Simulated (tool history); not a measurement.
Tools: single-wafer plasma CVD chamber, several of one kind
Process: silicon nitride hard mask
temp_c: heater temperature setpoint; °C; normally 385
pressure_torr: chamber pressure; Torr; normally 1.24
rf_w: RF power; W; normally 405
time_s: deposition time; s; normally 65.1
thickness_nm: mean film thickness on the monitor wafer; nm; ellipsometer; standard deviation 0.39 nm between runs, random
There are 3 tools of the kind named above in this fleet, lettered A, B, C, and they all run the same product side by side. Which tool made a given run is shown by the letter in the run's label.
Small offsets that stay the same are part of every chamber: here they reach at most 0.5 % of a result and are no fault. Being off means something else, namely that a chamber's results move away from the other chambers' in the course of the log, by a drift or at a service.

run	hour	temp_c	pressure_torr	rf_w	time_s	read-back reference wafer on the same gauge, thickness_nm	thickness_nm
1C	8.1	385	1.24	405	65.1	68.489	85.276
2A	19.1	385	1.24	405	65.1	68.488	84.225
3B	29.8	385	1.24	405	65.1	68.519	83.559
4C	39.8	385	1.24	405	65.1	68.502	84.029
5B	49.2	385	1.24	405	65.1	68.555	84.536
6A	57.1	373	1.4	405	65.1	68.447	87.71
7C	67.9	373	1.4	405	65.1	68.577	88.124
8B	77.3	373	1.4	405	65.1	68.51	86.914
9A	83.5	385	1.24	405	65.1	68.472	84.419
10A	92.3	395	1.24	405	70.2	68.546	89.957
11B	101.9	395	1.24	405	70.2	68.561	89.677
12C	110.6	395	1.24	405	70.2	68.525	90.687
13A	117	385	1.24	405	65.1	68.545	84.071
14C	126.5	385	1.24	405	65.1	68.491	85.367
15B	133.8	385	1.24	405	65.1	68.481	82.779
16C	139	385	1.24	405	65.1	68.481	84.397
17B	149.3	385	1.24	405	65.1	68.509	82.117
# hour 158.1: chamber C: thermocouple changed; heater temperature recalibrated
18A	159.2	385	1.24	405	65.1	68.477	83.568
19A	165.8	385	1.24	405	65.1	68.529	83.938
20C	175.7	385	1.24	405	65.1	68.484	84.837
21B	183.2	385	1.24	405	59.9	68.58	75.719
22A	192.7	385	1.24	405	59.9	68.575	77.126
23B	202.3	385	1.24	405	59.9	68.505	75.042
24C	211.2	385	1.24	405	65.1	68.483	84.945
25A	219.4	385	1.24	405	65.1	68.541	84.677
26C	228.6	385	1.24	405	65.1	68.528	84.415
27B	237.1	385	1.24	405	65.1	68.529	81.791
28C	245.3	370	1.24	350	65.1	68.472	78.059
29A	252.4	370	1.24	350	65.1	68.52	77.469
30B	260	370	1.24	350	65.1	68.584	73.504
31B	265.3	385	1.24	405	65.1	68.504	80.358

Does one chamber stand apart from the rest, does the shared gauge drift, or is all well apart from small per-chamber offsets? Give the chamber and the most likely cause, where there is one.

Chamber B drifts away from the others.
What lies behind it: delivered RF power below the setpoint (%) = 6.47.

Chamber B could run next with any of the 4 candidate recipes listed below; each alters the usual settings, and their results appear as question marks. Which one brings its results back in line with what the other chambers deliver on the usual settings?
A result is in line if it is within this distance of the other chambers' mean on the usual settings: thickness_nm 1.4 nm
32B-1	273.2	385	1.29	425	65.1		?
32B-2	273.2	385	1.22	400	63.2		?
32B-3	273.2	385	1.15	370	65.1		?
32B-4	273.2	385	1.24	405	70.2		?

The mean the other chambers reach with the usual settings: thickness_nm 84.391 nm
run	thickness_nm
32B-1	84.265
32B-2	77.404
32B-3	74.454
32B-4	87.094
32B-1 is the one that brings the chamber's results back in line with the other chambers.
